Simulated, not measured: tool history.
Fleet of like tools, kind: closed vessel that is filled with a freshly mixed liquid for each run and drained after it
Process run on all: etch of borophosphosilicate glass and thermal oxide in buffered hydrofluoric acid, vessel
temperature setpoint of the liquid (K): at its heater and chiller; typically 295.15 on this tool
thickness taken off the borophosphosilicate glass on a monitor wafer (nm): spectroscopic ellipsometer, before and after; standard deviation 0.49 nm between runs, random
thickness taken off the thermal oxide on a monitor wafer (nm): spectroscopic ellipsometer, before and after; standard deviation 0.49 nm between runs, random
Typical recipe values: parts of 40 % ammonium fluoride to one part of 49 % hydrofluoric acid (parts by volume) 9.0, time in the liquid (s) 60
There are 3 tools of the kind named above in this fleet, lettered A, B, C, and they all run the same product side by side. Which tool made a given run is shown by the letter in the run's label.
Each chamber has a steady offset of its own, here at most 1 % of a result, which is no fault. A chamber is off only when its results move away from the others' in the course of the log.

run	hour	temperature setpoint of the liquid (K)	parts of 40 % ammonium fluoride to one part of 49 % hydrofluoric acid (parts by volume)	time in the liquid (s)	hours since the thermometer was replaced	hours since the hydrofluoric acid flow meter was replaced	read-back film thickness of the borophosphosilicate glass reference wafer, read on the same gauge (nm)	read-back film thickness of the thermal oxide reference wafer, read on the same gauge (nm)	thickness taken off the borophosphosilicate glass on a monitor wafer (nm)	thickness taken off the thermal oxide on a monitor wafer (nm)
1C	9.3	295.15	9.0	60	2160.2	646.9	119.99	49.963	75.101	65.340
2A	17.6	295.15	9.0	60	3010.8	483.7	120.02	49.977	73.141	65.589
3B	27.9	295.15	9.0	60	1343.6	2171.1	119.98	49.959	74.793	66.313
4A	42.3	295.15	9.0	60	3035.5	508.4	120.01	50.024	73.750	66.612
5B	52.4	295.15	9.0	60	1368.1	2195.6	120.01	49.976	74.199	66.552
6C	62.2	295.15	9.0	60	2213.1	699.8	120.01	50.004	73.204	65.233
7A	75.1	295.15	9.0	60	3068.3	541.2	120.00	50.006	73.875	65.601
8C	85.7	295.15	9.0	60	2236.6	723.3	120.00	49.968	73.793	66.132
9B	94.7	299.65	5.5	60	1410.4	2237.9	120.00	49.920	154.760	137.210
10C	107.5	299.65	5.5	60	2258.4	745.1	119.98	49.952	156.490	137.840
11B	115.8	299.65	5.5	60	1431.5	2259.0	120.01	50.025	154.830	137.840
12A	126.1	295.15	10.5	45	3119.3	592.2	119.98	49.992	48.906	44.283
13C	133.1	295.15	10.5	45	2284.0	770.7	120.02	49.985	48.944	43.816
14A	147.7	295.15	10.5	45	3140.9	613.8	119.99	49.954	49.170	43.992
15B	157.9	295.15	9.0	60	1473.6	2301.1	120.00	50.021	74.139	66.485
# hour 163.7: chamber B: hydrofluoric acid flow meter replaced
16B	167.8	295.15	9.0	60	1483.5	4.1	120.00	49.990	73.747	66.645
# hour 168.4: chamber C: thermometer replaced
17C	176.7	290.15	9.0	60	8.3	814.3	119.99	49.989	56.405	49.161
18A	184.4	290.15	9.0	60	3177.6	650.5	120.00	50.069	55.935	49.444
19C	193.0	290.15	9.0	60	24.6	830.6	120.01	50.001	56.093	50.175
20A	206.4	295.15	11.5	85	3199.6	672.5	119.98	49.972	85.359	76.364
21B	221.1	295.15	11.5	85	1536.8	57.4	120.00	50.036	86.501	75.737
22A	229.8	295.15	11.5	85	3223.0	695.9	119.99	50.011	84.532	76.218
23C	242.7	295.15	9.0	40	74.3	880.3	120.01	50.001	49.272	43.915
24B	254.0	295.15	9.0	40	1569.7	90.3	120.00	50.010	50.116	44.703

Predict what each chamber gives when all 3 of them run the settings below next.
25A	264.9	295.15	10.5	60					?	?
25B	264.9	295.15	10.5	60					?	?
25C	264.9	295.15	10.5	60					?	?

run	thickness taken off the borophosphosilicate glass on a monitor wafer (nm)	thickness taken off the thermal oxide on a monitor wafer (nm)
25A	65.852	59.322
25B	65.736	59.101
25C	66.128	58.404
